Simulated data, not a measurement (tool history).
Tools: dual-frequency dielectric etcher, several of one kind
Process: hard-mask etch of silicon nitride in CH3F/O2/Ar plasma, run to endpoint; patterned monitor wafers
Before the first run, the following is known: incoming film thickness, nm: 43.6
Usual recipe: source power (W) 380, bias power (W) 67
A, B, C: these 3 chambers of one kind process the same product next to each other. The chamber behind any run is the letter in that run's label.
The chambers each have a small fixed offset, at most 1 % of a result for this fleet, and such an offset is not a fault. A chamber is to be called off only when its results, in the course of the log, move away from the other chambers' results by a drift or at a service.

run   hour  source power (W)  bias power (W)  hours since the last wet clean  hours since the last source power generator calibration  hours since the last bias power generator calibration  endpoint time (s)
 1B    3.1               380              67                           349.8                                                   3197.7                                                 4176.5             66.346
 2A    7.3               380              67                           391.4                                                    731.2                                                 2083.6             65.442
 3C   11.2               380              67                           299.7                                                    391.5                                                  562.2             66.619
 4A   15.8               380              67                           399.9                                                    739.7                                                 2092.1             65.627
 5C   21.1               380              67                           309.6                                                    401.4                                                  572.1             66.459
 6B   26.1               380              67                           372.8                                                   3220.7                                                 4199.5             65.813
 7B   31.4               380              67                           378.1                                                     3226                                                 4204.8              65.91
 8A   35.8               290              81                           419.9                                                    759.7                                                 2112.1             67.824
 9C     40               290              81                           328.5                                                    420.3                                                    591             69.194
10C   42.4               290              81                           330.9                                                    422.7                                                  593.4             68.992
11A   45.6               380              67                           429.7                                                    769.5                                                 2121.9             65.437
12B   49.9               380              67                           396.6                                                   3244.5                                                 4223.3             66.075
13C   54.1               380              67                           342.6                                                    434.4                                                  605.1             66.434
14B   58.6               380              67                           405.3                                                   3253.2                                                   4232              66.46
15A     63               380              67                           447.1                                                    786.9                                                 2139.3             64.995
16B   66.7               380              67                           413.4                                                   3261.3                                                 4240.1             66.273
17C   70.3               380              67                           358.8                                                    450.6                                                  621.3             65.996
18A   74.3               380              67                           458.4                                                    798.2                                                 2150.6             65.548
19C   76.8               380              67                           365.3                                                    457.1                                                  627.8              66.35
20B   81.4               380              67                           428.1                                                     3276                                                 4254.8             65.717
21A   86.3               420              67                           470.4                                                    810.2                                                 2162.6              62.68
22C   89.7               420              67                           378.2                                                      470                                                  640.7             64.081
23B   93.5               420              67                           440.2                                                   3288.1                                                 4266.9             62.828
24A   96.8               380              61                           480.9                                                    820.7                                                 2173.1             67.116
25B  101.1               380              61                           447.8                                                   3295.7                                                 4274.5             67.246
26A  105.8               380              61                           489.9                                                    829.7                                                 2182.1             67.815
     106.3  -- chamber A: wet clean of the chamber
27C    110               380              59                           398.5                                                    490.3                                                    661             69.669
28A  113.5               380              59                             7.2                                                    837.4                                                 2189.8             68.288
29B  118.3               380              59                             465                                                   3312.9                                                 4291.7             67.158
30C  123.1               380              67                           411.6                                                    503.4                                                  674.1             66.285
31C  126.1               380              67                           414.6                                                    506.4                                                  677.1             66.323
32A  128.8               380              67                            22.5                                                    852.7                                                 2205.1             65.326
33B  132.9               440              81                           479.6                                                   3327.5                                                 4306.3             56.853
34A  138.2               440              81                            31.9                                                    862.1                                                 2214.5             57.809
35C  142.7               440              81                           431.2                                                      523                                                  693.7             58.676
36B  146.5               380              67                           493.2                                                   3341.1                                                 4319.9             63.861
37A  150.7               380              67                            44.4                                                    874.6                                                   2227             65.541
38C  154.3               380              76                           442.8                                                    534.6                                                  705.3             63.829
39B  158.8               380              76                           505.5                                                   3353.4                                                 4332.2             60.593
40B  162.9               380              76                           509.6                                                   3357.5                                                 4336.3             60.559
41C  168.2               380              67                           456.7                                                    548.5                                                  719.2             66.892
42A  171.5               380              67                            65.2                                                    895.4                                                 2247.8             65.232
43B  175.5               380              67                           522.2                                                   3370.1                                                 4348.9             63.053

Has any chamber moved away from the others, gradually or after a service, or does the common gauge drift, or do the chambers differ only by their own small steady offsets? State the chamber and the most likely cause if one applies.

Chamber B drifts away from the others.
Cause: etch rate over this chamber's usual, % = 5.37.

Here are 4 candidates for chamber B's next run, each the usual settings with a change, their results left as question marks. Which one brings its results back in line with what the others give on the usual settings?
In line means no further than this from the other chambers' mean on the usual settings: endpoint time (s) 0.85
44B-1  179.4               380              87                                                                                                                                                                  ?
44B-2  179.4               430              67                                                                                                                                                                  ?
44B-3  179.4               330              59                                                                                                                                                                  ?
44B-4  179.4               350              63                                                                                                                                                                  ?

Usual-settings mean across the other chambers: endpoint time (s) 65.942
  run  endpoint time (s)
44B-1             57.394
44B-2             59.942
44B-3             69.068
44B-4              66.11
It is 44B-4 that realigns the chamber with its peers.
